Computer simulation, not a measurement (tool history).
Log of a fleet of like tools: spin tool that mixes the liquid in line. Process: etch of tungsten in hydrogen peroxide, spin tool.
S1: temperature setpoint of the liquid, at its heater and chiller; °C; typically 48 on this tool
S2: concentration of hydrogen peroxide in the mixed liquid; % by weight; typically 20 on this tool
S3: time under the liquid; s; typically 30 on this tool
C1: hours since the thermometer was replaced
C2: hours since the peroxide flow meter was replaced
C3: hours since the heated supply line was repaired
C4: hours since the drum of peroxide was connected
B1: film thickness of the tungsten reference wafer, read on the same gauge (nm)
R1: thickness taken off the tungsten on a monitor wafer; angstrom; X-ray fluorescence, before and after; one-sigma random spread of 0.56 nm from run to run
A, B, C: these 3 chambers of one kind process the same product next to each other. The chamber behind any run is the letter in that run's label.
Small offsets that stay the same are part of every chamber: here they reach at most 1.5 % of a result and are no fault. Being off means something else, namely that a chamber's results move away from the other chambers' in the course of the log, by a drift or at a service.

run,hour,S1,S2,S3,C1,C2,C3,C4,B1,R1
1C,3.3,48,20,30,2165.9,166,215.1,583.3,79.986,748.26
2B,5.9,48,20,30,370.3,224.2,1450.7,536.8,79.991,743.57
3A,10.5,48,20,30,1954.9,1010.9,1660.2,358,80.008,749.55
4C,13.4,48,20,30,2176,176.1,225.2,593.4,79.995,750.42
5A,16,48,20,30,1960.4,1016.4,1665.7,363.5,80.006,756.68
6B,20.4,48,20,30,384.8,238.7,1465.2,551.3,79.992,735.78
7A,23.2,53,20,30,1967.6,1023.6,1672.9,370.7,80.006,1011.9
8B,27.3,53,20,30,391.7,245.6,1472.1,558.2,80.015,998.55
9C,31.2,53,20,30,2193.8,193.9,243,611.2,79.984,1002.9
10B,35.8,48,20,30,400.2,254.1,1480.6,566.7,79.935,741.19
11C,39.4,48,20,30,2202,202.1,251.2,619.4,80.02,752.47
12A,41.6,48,20,30,1986,1042,1691.3,389.1,80.017,752.92
13C,44.2,48,20,30,2206.8,206.9,256,624.2,79.993,757.64
14B,48,48,20,30,412.4,266.3,1492.8,578.9,79.99,724.05
15A,51.8,53,20,15,1996.2,1052.2,1701.5,399.3,80.044,509.58
16B,56.3,53,20,15,420.7,274.6,1501.1,587.2,80.029,491.86
17C,59.2,53,20,15,2221.8,221.9,271,639.2,80.02,506.09
18A,63.1,48,25,40,2007.5,1063.5,1712.8,410.6,80.025,1127.5
19C,65.9,48,25,40,2228.5,228.6,277.7,645.9,80.018,1118.3
20A,68.6,48,25,40,2013,1069,1718.3,416.1,79.975,1125.2
21B,73.4,48,20,30,437.8,291.7,1518.2,604.3,79.999,717.24
22B,76,48,20,30,440.4,294.3,1520.8,606.9,79.997,711.99
23A,80.2,48,20,30,2024.6,1080.6,1729.9,427.7,80.019,752.81
24C,85.1,48,20,30,2247.7,247.8,296.9,665.1,79.991,743.12
25C,89.3,48,20,30,2251.9,252,301.1,669.3,80.013,750.94
26A,92,48,20,30,2036.4,1092.4,1741.7,439.5,80.024,745.19

For the next run the whole fleet of 3 chambers uses the same settings. Give each chamber's results:
27A,95.5,48,20,30,,,,,,?
27B,95.5,48,20,30,,,,,,?
27C,95.5,48,20,30,,,,,,?

run,R1
27A,754.36
27B,707.25
27C,759.61
